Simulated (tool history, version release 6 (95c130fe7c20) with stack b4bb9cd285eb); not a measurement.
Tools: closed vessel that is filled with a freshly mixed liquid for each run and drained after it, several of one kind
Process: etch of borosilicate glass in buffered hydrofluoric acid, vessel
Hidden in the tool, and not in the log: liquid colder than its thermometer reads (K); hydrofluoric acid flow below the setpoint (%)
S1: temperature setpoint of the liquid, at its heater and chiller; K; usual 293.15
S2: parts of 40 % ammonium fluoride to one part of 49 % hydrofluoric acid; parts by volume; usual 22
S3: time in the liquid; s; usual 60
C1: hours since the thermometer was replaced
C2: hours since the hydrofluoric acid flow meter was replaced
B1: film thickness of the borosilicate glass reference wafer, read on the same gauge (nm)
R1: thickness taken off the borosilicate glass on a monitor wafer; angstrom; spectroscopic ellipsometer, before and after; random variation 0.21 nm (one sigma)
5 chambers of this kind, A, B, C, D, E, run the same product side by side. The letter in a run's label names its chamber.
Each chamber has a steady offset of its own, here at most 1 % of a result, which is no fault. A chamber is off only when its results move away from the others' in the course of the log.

run	hour	S1	S2	S3	C1	C2	B1	R1
1C	10.9	293.15	22	60	1543.7	1145.9	150.01	278.43
2B	22.6	293.15	22	60	1006.1	1185.8	150.02	284.54
3D	33.4	293.15	22	60	1015.9	498.8	149.99	284.84
4A	39.6	293.15	22	60	139.4	1571.8	150.04	285.96
5E	47.8	293.15	22	60	2005.7	262.7	149.96	285.97
6C	56.2	293.15	22	60	1589	1191.2	150.04	284.37
# hour 63.5: chamber D: thermometer replaced
7D	68.3	293.15	22	60	4.8	533.7	149.95	286.72
8B	79	293.15	22	60	1062.5	1242.2	149.99	288.07
9E	88.8	293.15	22	60	2046.7	303.7	149.96	285.89
10A	100.7	290.15	29	60	200.5	1632.9	150.07	197.56
11B	114	290.15	29	60	1097.5	1277.2	149.97	199.59
12A	119.9	290.15	29	60	219.7	1652.1	149.98	197.8
13D	127.2	290.15	29	60	63.7	592.6	149.99	198.04
14E	135.2	290.15	29	60	2093.1	350.1	149.99	197.28
15C	143.3	293.15	14	60	1676.1	1278.3	149.97	421.79
# hour 149.7: chamber A: hydrofluoric acid flow meter replaced
16C	151.7	293.15	14	60	1684.5	1286.7	149.98	422.46
17D	159.3	293.15	14	60	95.8	624.7	150.01	429.22
18E	166.9	293.15	14	60	2124.8	381.8	149.99	424.3
19A	178.3	293.15	14	60	278.1	28.7	150.01	431.95
20B	186.4	293.15	22	60	1169.9	1349.6	149.99	278.01
# hour 194.5: chamber E: thermometer replaced
21B	199.1	293.15	22	60	1182.6	1362.3	150	279.87
22E	207.5	293.15	22	60	13	422.4	149.99	286.8
23A	217	293.15	22	60	316.8	67.4	149.98	283.68
24C	230.1	293.15	22	60	1762.9	1365.1	149.99	282.26
25D	238.8	293.15	22	60	175.3	704.2	150.01	281.01
26E	245.7	293.15	22	60	51.2	460.6	149.96	284.99
27C	253.5	293.15	22	60	1786.3	1388.5	150.03	283.71
28B	260.7	293.15	22	60	1244.2	1423.9	149.99	275.55
29D	267.3	293.15	22	35	203.8	732.7	149.99	164.96
30A	279	293.15	22	35	378.8	129.4	150.05	164.85
31B	290.4	293.15	22	35	1273.9	1453.6	150.02	160.46
32A	302	293.15	22	35	401.8	152.4	149.99	165.25
33D	313.1	293.15	22	35	249.6	778.5	150.03	164.31
34C	324	297.65	22	60	1856.8	1459	150.06	357.1
# hour 329.8: chamber C: thermometer replaced
35E	329.9	297.65	22	60	135.4	544.8	150.03	365.6
36C	336.6	297.65	22	60	6.8	1471.6	149.97	358.76
37E	348.8	297.65	22	60	154.3	563.7	149.98	364.25
# hour 361.1: chamber B: hydrofluoric acid flow meter replaced
38B	362.3	297.65	22	60	1345.8	1.3	150.06	350.48
39A	369.6	295.65	19	60	469.4	220	150.02	369.47
40D	382.4	295.65	19	60	318.9	847.8	150.01	365.68
41C	395.4	295.65	19	60	65.6	1530.4	149.99	366.94
42E	405.8	295.65	19	60	211.3	620.7	149.97	366.49

What goes on in this fleet: one chamber off, a drifting gauge, or nothing beyond the chambers' own small offsets? Name the chamber and the cause, if any.

Chamber B drifts away from the others.
Cause: liquid colder than its thermometer reads (K) = 1.21.

Here are 4 candidates for chamber B's next run, each the usual settings with a change, their results left as question marks. Which one brings its results back in line with what the others give on the usual settings?
In line means no further than this from the other chambers' mean on the usual settings: R1 7.4 angstrom
43B-1	415.6	293.15	22.5	60				?
43B-2	415.6	293.15	21.5	60				?
43B-3	415.6	292.15	22	60				?
43B-4	415.6	293.15	20	60				?

The other chambers' mean on the usual settings: R1 283.1 angstrom
run	R1
43B-1	263.83
43B-2	272.25
43B-3	253.15
43B-4	286.17
43B-4 brings the chamber back in line.

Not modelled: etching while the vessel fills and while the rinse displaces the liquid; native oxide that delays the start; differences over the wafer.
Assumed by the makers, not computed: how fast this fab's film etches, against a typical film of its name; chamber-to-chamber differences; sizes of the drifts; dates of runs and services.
